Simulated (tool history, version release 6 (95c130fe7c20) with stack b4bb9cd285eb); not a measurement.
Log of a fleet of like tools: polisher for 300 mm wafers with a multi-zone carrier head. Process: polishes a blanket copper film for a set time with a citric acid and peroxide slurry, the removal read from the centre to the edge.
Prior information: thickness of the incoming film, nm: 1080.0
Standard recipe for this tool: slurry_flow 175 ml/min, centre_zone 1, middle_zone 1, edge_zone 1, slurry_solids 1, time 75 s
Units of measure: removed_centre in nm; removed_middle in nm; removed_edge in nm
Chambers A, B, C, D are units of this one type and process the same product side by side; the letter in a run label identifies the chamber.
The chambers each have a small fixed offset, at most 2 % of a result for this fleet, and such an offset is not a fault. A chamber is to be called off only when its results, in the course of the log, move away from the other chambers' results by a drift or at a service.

run,hour,slurry_flow,centre_zone,middle_zone,edge_zone,slurry_solids,time,wafers polished on this pad,hours since the slurry nozzle was cleaned,hours since the centre zone pressure was calibrated,hours since the edge zone pressure was calibrated,removed_centre,removed_middle,removed_edge
# hour 2.6: chamber C: worn pad replaced by a new one
1D,4,175,1,1,1,1,75,581,391.2,462.1,736,113.36,112.25,109.7
# hour 5.1: chamber B: edge zone pressure recalibrated
2A,11.2,175,1,1,1,1,75,406,277.7,134.7,429,113.82,112.6,112.3
3C,19,175,1,1,1,1,75,215,140.6,256.6,216.4,113.29,110.79,112.34
# hour 23.9: chamber B: worn pad replaced by a new one
4B,26,175,1,1,1,1,75,28,271.6,1082.7,21,114.05,107.76,109.74
# hour 26.6: chamber D: edge zone pressure recalibrated
# hour 28.6: chamber D: worn pad replaced by a new one
5D,30.2,175,1,1,1,1,75,21,417.4,488.3,3.7,112.69,109.87,111.6
6C,36.9,175,1,1,1,1,75,450,158.5,274.5,234.3,110.88,110.47,113.42
7B,42.7,175,1,1,1,1,75,246,288.3,1099.4,37.7,112.76,111.35,109.2
8A,48.2,175,1,1,1,1,75,890,314.7,171.7,466,113.34,109.52,112.8
# hour 50: chamber C: worn pad replaced by a new one
9D,52.3,175,1,1,1,1.1,75,310,439.5,510.4,25.8,115.69,114.14,111.29
10C,58.1,175,1,1,1,1.1,75,106,179.7,295.7,255.5,114.77,112.11,116.27
11A,65.2,175,1,1,1,1.1,75,1113,331.7,188.7,483,115.63,115.19,114.13
12B,70.5,175,1,1,1,1.1,75,610,316.1,1127.2,65.5,112.76,114.58,113.68
13A,76.3,175,1,1,1,1,75,1258,342.8,199.8,494.1,113.9,110.04,112.93
14C,79.9,175,1,1,1,1,75,392,201.5,317.5,277.3,110.39,110.25,113.04
15B,87.3,175,1,1,1,1,75,830,332.9,1144,82.3,108.95,112.05,111.77
# hour 90.8: chamber C: worn pad replaced by a new one
16D,91.4,175,1,1,1,1,75,822,478.6,549.5,64.9,110.73,112.26,109.71
17C,97.2,175,1,1,1,1,75,84,218.8,334.8,294.6,112.85,110.31,111.29
# hour 100.3: chamber A: edge zone pressure recalibrated
18D,101.2,175,1,1,0.91,1,75,950,488.4,559.3,74.7,113.65,113.47,106.96
# hour 101.5: chamber D: worn pad replaced by a new one
19A,107,175,1,1,0.91,1,75,1660,373.5,230.5,6.7,110.47,108.49,103.72
# hour 113.6: chamber B: worn pad replaced by a new one
20B,113.8,175,1,1,0.91,1,75,2,359.4,1170.5,108.8,113.85,113.56,109.77
# hour 117.3: chamber D: slurry nozzle cleaned
21D,120.4,175,1,1,0.91,1,75,247,3.1,578.5,93.9,114.81,112.03,104.71
22A,127.8,175,1,1,1,1,75,1932,394.3,251.3,27.5,106.05,108.4,108.64
23B,131.6,175,1,1,1,1,75,235,377.2,1188.3,126.6,111.64,110.35,111.88
# hour 136.2: chamber C: worn pad replaced by a new one
24C,137.2,175,1,1,1,1,75,13,258.8,374.8,334.6,109.29,110.28,112.28
25A,141,175,1,1,1,1,75,2105,407.5,264.5,40.7,106.74,106.28,105.5
26C,146.8,175,1,1,1,1,75,139,268.4,384.4,344.2,111.61,110.79,110.45
27D,152.9,175,1,1,1,1,75,673,35.6,611,126.4,112.62,111.06,109.14
28B,160,175,1,1,1,1,75,607,405.6,1216.7,155,111.41,112.44,111.58
# hour 162.5: chamber D: worn pad replaced by a new one
29D,166.4,175,1,1,1,1,75,51,49.1,624.5,139.9,112.45,111.88,111.15
30B,172.5,175,1,1,1,1,75,771,418.1,1229.2,167.5,111.27,109.34,110.71
# hour 173.2: chamber C: edge zone pressure recalibrated
# hour 174.3: chamber C: slurry nozzle cleaned
31C,178,175,1,1,1,1,75,547,3.7,415.6,4.8,110.82,110.6,110.66
# hour 183.2: chamber C: worn pad replaced by a new one
32A,183.3,175,1,1,1,1,75,2658,449.8,306.8,83,104.52,101.16,102.33
33B,189.6,155,1,1,1.1,1,75,994,435.2,1246.3,184.6,110.65,107.81,114.1
34C,194.1,155,1,1,1.1,1,75,143,19.8,431.7,20.9,106.78,108.29,118.57
35A,201.6,155,1,1,1.1,1,75,2898,468.1,325.1,101.3,98.538,98.169,106.2
# hour 207.1: chamber A: slurry nozzle cleaned
36D,207.2,155,1,1,1.1,1,75,585,89.9,665.3,180.7,110.15,109.57,115.12
37A,213.2,175,1,1,1,1,75,3050,6.2,336.7,112.9,99.87,98.489,100.46
# hour 217.5: chamber C: centre zone pressure recalibrated
38C,219.7,175,1,1,1,1,75,478,45.4,2.2,46.5,113.88,110.92,112.14

Is one chamber out of step, is the gauge drifting, or do the chambers differ by no more than their own small offsets? For an off chamber, give its letter and the likeliest cause.

Chamber A drifts away from the others.
What lies behind it: removal rate lost through wear of the pad, % = 11.8.

Below are 4 candidate recipes for chamber A's next run, each the usual settings with a change, their results shown as question marks. Which of them brings A's results back in line with what the other chambers give on the usual settings?
In-line tolerance around the mean of the other chambers on the usual settings: removed_centre 5.1 nm; removed_middle 5.6 nm; removed_edge 5.1 nm
39A-1,225.4,175,1,1,1,1,73,,,,,?,?,?
39A-2,225.4,180,1,1,1,1,83,,,,,?,?,?
39A-3,225.4,170,1,1,1,1,67,,,,,?,?,?
39A-4,225.4,175,1,1,1,1,77,,,,,?,?,?

Mean of the other chambers on the usual settings: removed_centre 111.77 nm; removed_middle 110.69 nm; removed_edge 111.61 nm
run,removed_centre,removed_middle,removed_edge
39A-1,96.681,95.501,97.956
39A-2,110.49,109.09,111.75
39A-3,88.251,87.224,89.584
39A-4,101.98,100.73,103.32
39A-2 brings the chamber back in line.
